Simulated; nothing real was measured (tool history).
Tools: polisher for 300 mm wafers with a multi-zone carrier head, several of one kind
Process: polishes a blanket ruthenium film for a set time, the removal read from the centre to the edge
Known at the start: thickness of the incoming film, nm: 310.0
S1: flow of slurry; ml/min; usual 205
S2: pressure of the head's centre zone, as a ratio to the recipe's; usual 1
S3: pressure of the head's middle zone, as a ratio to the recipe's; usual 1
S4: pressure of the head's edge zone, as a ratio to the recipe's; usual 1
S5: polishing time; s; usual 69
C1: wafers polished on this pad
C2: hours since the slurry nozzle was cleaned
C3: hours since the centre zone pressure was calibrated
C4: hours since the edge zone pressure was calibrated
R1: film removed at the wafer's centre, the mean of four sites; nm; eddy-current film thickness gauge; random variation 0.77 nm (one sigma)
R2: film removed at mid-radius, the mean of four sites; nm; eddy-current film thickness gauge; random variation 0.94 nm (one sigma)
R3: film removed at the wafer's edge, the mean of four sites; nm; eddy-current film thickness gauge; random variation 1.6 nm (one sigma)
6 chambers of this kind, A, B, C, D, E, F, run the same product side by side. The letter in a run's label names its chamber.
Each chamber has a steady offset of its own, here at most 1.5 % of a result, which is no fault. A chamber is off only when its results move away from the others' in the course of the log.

run   hour   S1    S2  S3    S4  S5    C1     C2      C3      C4      R1      R2      R3
       3.6  -- chamber D: worn pad replaced by a new one
 1A    8.6  205     1   1     1  69  1284  725.3   239.5  1097.7   113.4  113.47  112.34
      10.2  -- chamber D: edge zone pressure recalibrated
      16.5  -- chamber F: worn pad replaced by a new one
      16.5  -- chamber B: worn pad replaced by a new one
 2C   20.3  205     1   1     1  69   467  654.9   225.4   304.6   113.9  113.79  110.26
      22.8  -- chamber A: worn pad replaced by a new one
 3D   31.6  205     1   1     1  69   262  155.3   625.5    21.5  111.44  113.49  113.28
 4F   40.5  205     1   1     1  69   224  474.1  1238.8   726.7  112.76  113.66  110.66
        44  -- chamber C: worn pad replaced by a new one
 5E   47.3  205     1   1     1  69   940  219.7  1187.8      52  112.72  113.08  109.58
 6B   54.3  205     1   1     1  69   353  101.8   152.8   143.5  113.03  114.12  113.09
      61.1  -- chamber A: edge zone pressure recalibrated
 7E   63.5  205     1   1     1  69  1092  235.9    1204    68.2   110.2  111.27  111.64
 8D   76.1  205     1   1     1  69   677  199.8     670      66  113.72  112.29  115.35
      84.2  -- chamber E: worn pad replaced by a new one
 9A   86.8  205     1   1     1  69   598  803.5   317.7    25.8  112.35  114.98  111.64
      96.5  -- chamber D: worn pad replaced by a new one
      96.6  -- chamber C: slurry nozzle cleaned
10F     97  205     1   1     1  69   752  530.6  1295.3   783.2  112.58  111.92  113.48
     102.5  -- chamber B: worn pad replaced by a new one
11B  107.7  170     1   1     1  77    48  155.2   206.2   196.9  123.16  121.88  126.05
       108  -- chamber F: edge zone pressure recalibrated
12C  115.5  170     1   1     1  77   668     19   320.6   399.8  123.65  122.27  125.33
     118.7  -- chamber C: worn pad replaced by a new one
13D  127.2  170     1   1     1  77   287  250.9   721.1   117.1   121.1  125.12  126.51
     128.6  -- chamber F: worn pad replaced by a new one
     133.6  -- chamber C: centre zone pressure recalibrated
14A  134.9  170     1   1     1  77  1047  851.6   365.8    73.9  122.87  123.24  121.65
15B  149.1  170     1   1     1  77   435  196.6   247.6   238.3  122.36  124.03  123.61
       156  -- chamber A: worn pad replaced by a new one
16C  156.4  170     1   1     1  77   352   59.9    22.9   440.7   130.2  122.72  124.14
17E  167.9  205     1   1     1  69   782  340.3  1308.4   172.6  112.16  112.05  112.28
       169  -- chamber D: worn pad replaced by a new one
18F  175.8  205     1   1     1  69   441  609.4  1374.1    67.9  114.26  115.07  110.83
     180.8  -- chamber A: slurry nozzle cleaned
     182.7  -- chamber B: worn pad replaced by a new one
19C  187.6  205     1   1     1  69   643   91.1    54.1   471.9  121.21  113.18  110.46
20F  200.6  205     1   1     1  69   673  634.2  1398.9    92.7  114.46   113.1  110.82
     205.1  -- chamber C: worn pad replaced by a new one
21E  211.4  165  1.07   1     1  69  1189  383.8  1351.9   216.1  115.48  109.25  109.75
     225.5  -- chamber A: centre zone pressure recalibrated
22A  226.2  165  1.07   1     1  69   656   45.5     0.7   165.2  117.79  110.37  109.43
     233.4  -- chamber E: worn pad replaced by a new one
23D    238  165  1.07   1     1  69   645  361.7   831.9   227.9  117.32  110.67  112.52
24B  244.9  165  1.07   1     1  69   581  292.4   343.4   334.1  115.54  110.17  108.63
     245.1  -- chamber C: edge zone pressure recalibrated
     250.1  -- chamber F: worn pad replaced by a new one
25F  256.2  165  1.07   1     1  69    57  689.8  1454.5   148.3  116.83  111.43   110.5
     257.8  -- chamber D: worn pad replaced by a new one
     258.9  -- chamber B: worn pad replaced by a new one
     266.2  -- chamber F: slurry nozzle cleaned
26A  268.5  165  1.07   1     1  69  1051   87.8      43   207.5  117.46  108.18  112.45
     273.1  -- chamber C: worn pad replaced by a new one
27D    281  205     1   1     1  69   217  404.7   874.9   270.9  113.72  116.17  115.98
     283.8  -- chamber A: worn pad replaced by a new one
28E  287.9  205     1   1     1  69   509  460.3  1428.4   292.6  111.55  112.05  111.58
     292.5  -- chamber B: slurry nozzle cleaned
29B  299.4  205     1   1     1  69   378      7   397.9   388.6  115.32  114.95  112.66
30C  308.5  205     1   1     1  69   331    212     175    63.4  120.36  113.67  112.91
     316.9  -- chamber E: edge zone pressure recalibrated
31A  317.8  205     1   1     1  69   317  137.1    92.3   256.8   114.3  111.99  113.76
32F  327.3  205     1   1  1.04  89   721   61.1  1525.6   219.4  146.98  145.78  147.21
     332.4  -- chamber D: worn pad replaced by a new one
     332.9  -- chamber F: centre zone pressure recalibrated
33C  338.4  205     1   1  1.04  89   610  241.9   204.9    93.3  152.65  145.17  146.98
     347.3  -- chamber B: worn pad replaced by a new one
34B  351.9  205     1   1  1.04  89    43   59.5   450.4   441.1  147.15  148.83  147.88
35E  365.8  205     1   1  1.04  89  1237  538.2  1506.3    48.9  145.07  144.32  150.47
36D  375.4  205     1   1  1.04  89   401  499.1   969.3   365.3  143.87  146.64  148.43
     377.7  -- chamber F: worn pad replaced by a new one
37F  384.4  205     1   1  1.04  89    63  118.2    51.5   276.5  146.82   146.3  148.71

Is one chamber off against the others, does the gauge drift, or is nothing wrong? If a chamber is off, say which, and what the likeliest cause is.

A service left chamber C off against the others.
Cause: centre zone's pressure above its setpoint, % = 3.94.

Here are 4 candidates for chamber C's next run, each the usual settings with a change, their results left as question marks. Which one brings its results back in line with what the others give on the usual settings?
In line means no further than this from the other chambers' mean on the usual settings: R1 2.7 nm; R2 3.3 nm; R3 5.4 nm
38C-1  395.3  205  1.01     1     1  69                   ?   ?   ?
38C-2  395.3  205  0.96  1.02  1.01  68                   ?   ?   ?
38C-3  395.3  205  0.99     1     1  69                   ?   ?   ?
38C-4  395.3  205  1.04  0.98  0.99  70                   ?   ?   ?

The other chambers' mean on the usual settings: R1 113.18 nm; R2 113.82 nm; R3 112.8 nm
  run      R1      R2      R3
38C-1  120.69  113.78  113.47
38C-2  112.44  114.24  112.39
38C-3  118.04  113.79  113.47
38C-4  126.44  113.26  114.53
38C-2 brings the chamber back in line.
